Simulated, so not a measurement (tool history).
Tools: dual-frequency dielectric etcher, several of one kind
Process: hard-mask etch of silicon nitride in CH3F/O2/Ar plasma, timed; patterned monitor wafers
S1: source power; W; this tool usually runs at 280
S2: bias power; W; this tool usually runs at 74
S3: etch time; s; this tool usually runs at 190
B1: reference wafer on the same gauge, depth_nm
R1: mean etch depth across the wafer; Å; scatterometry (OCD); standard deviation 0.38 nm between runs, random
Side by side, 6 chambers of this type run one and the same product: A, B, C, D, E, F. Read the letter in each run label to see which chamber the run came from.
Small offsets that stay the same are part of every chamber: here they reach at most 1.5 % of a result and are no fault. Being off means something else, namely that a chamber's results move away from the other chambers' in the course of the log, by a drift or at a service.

run,hour,S1,S2,S3,B1,R1
# hour 1.6: chamber F: wet clean of the chamber
1A,4.2,280,74,190,133.01,1183.9
2C,6.9,280,74,190,133.01,1167.2
3B,12.2,280,74,190,133.01,1170.1
4E,15.7,280,74,190,133.00,1174.2
5D,19.6,280,74,190,132.99,1178.3
6F,24.9,280,74,190,132.96,1158.5
# hour 29.2: chamber D: bias power generator calibrated
7D,30.3,280,74,190,132.97,1180.0
8E,35.5,280,74,190,132.99,1171.6
9C,40.0,280,74,190,133.04,1164.1
10A,44.3,320,90,190,132.98,1332.9
11B,49.1,320,90,190,132.95,1324.1
12F,53.1,320,90,190,133.03,1308.1
13C,57.6,320,90,190,132.92,1305.9
14D,61.0,320,90,190,132.87,1328.4
15A,64.2,320,90,190,133.02,1328.4
16F,68.8,280,74,190,133.06,1161.9
17E,74.4,280,74,190,132.98,1167.7
18B,79.7,280,74,190,133.01,1183.7
19F,84.9,280,74,190,133.02,1155.9
20B,87.9,280,74,190,132.98,1174.6
21E,91.8,280,74,190,132.99,1172.5
22D,95.7,280,74,190,132.88,1179.1
23C,99.2,280,74,190,132.99,1152.2
24A,104.3,280,74,190,133.05,1182.8
25E,107.7,280,74,190,132.97,1175.4
# hour 110.0: chamber C: source power generator calibrated
26F,110.5,280,74,190,132.89,1158.9
27A,115.9,280,74,190,133.18,1178.0
28B,120.4,280,74,190,132.96,1183.9
29C,125.8,280,74,190,132.92,1141.0
30D,129.3,280,74,190,132.93,1168.3
31A,134.4,280,74,190,133.07,1175.9
32D,138.2,280,74,190,133.03,1179.5
33C,142.1,280,74,190,133.02,1141.1
# hour 144.2: chamber B: wet clean of the chamber
34B,147.0,280,74,190,133.11,1180.8
35F,151.2,280,74,190,132.92,1158.9
36E,155.1,280,74,190,133.04,1177.5
# hour 155.6: chamber A: bias power generator calibrated
37C,157.7,280,74,190,132.85,1135.5
38D,160.5,280,74,190,133.00,1178.7
39F,165.5,280,74,190,133.04,1156.7
40B,171.1,280,74,190,133.00,1180.2
41E,174.1,280,74,190,133.09,1176.8
42A,177.6,280,74,190,133.02,1183.6
43D,180.1,280,74,190,133.00,1173.5
44F,182.9,280,74,190,133.00,1159.0

Which is it: a chamber that has drifted or been left off by a service, a gauge drift common to all chambers, or only each chamber's usual small offset? If a chamber is off, name it and its likeliest cause.

It is chamber C that slowly wanders off from its peers.
Most likely cause: etch rate under this chamber's usual, % = 3.01.

Chamber C could run next with any of the 4 candidate recipes listed below; each alters the usual settings, and their results appear as question marks. Which one brings its results back in line with what the other chambers deliver on the usual settings?
Counts as in line when no further than this from what the other chambers average on the usual settings: R1 13.0 Å
45C-1,187.0,290,75,203,,?
45C-2,187.0,250,66,190,,?
45C-3,187.0,280,73,184,,?
45C-4,187.0,280,82,190,,?

Other chambers, usual settings, mean: R1 1173.3 Å
run,R1
45C-1,1228.7
45C-2,1040.1
45C-3,1088.7
45C-4,1171.2
With 45C-4, the chamber falls back in line with the rest.

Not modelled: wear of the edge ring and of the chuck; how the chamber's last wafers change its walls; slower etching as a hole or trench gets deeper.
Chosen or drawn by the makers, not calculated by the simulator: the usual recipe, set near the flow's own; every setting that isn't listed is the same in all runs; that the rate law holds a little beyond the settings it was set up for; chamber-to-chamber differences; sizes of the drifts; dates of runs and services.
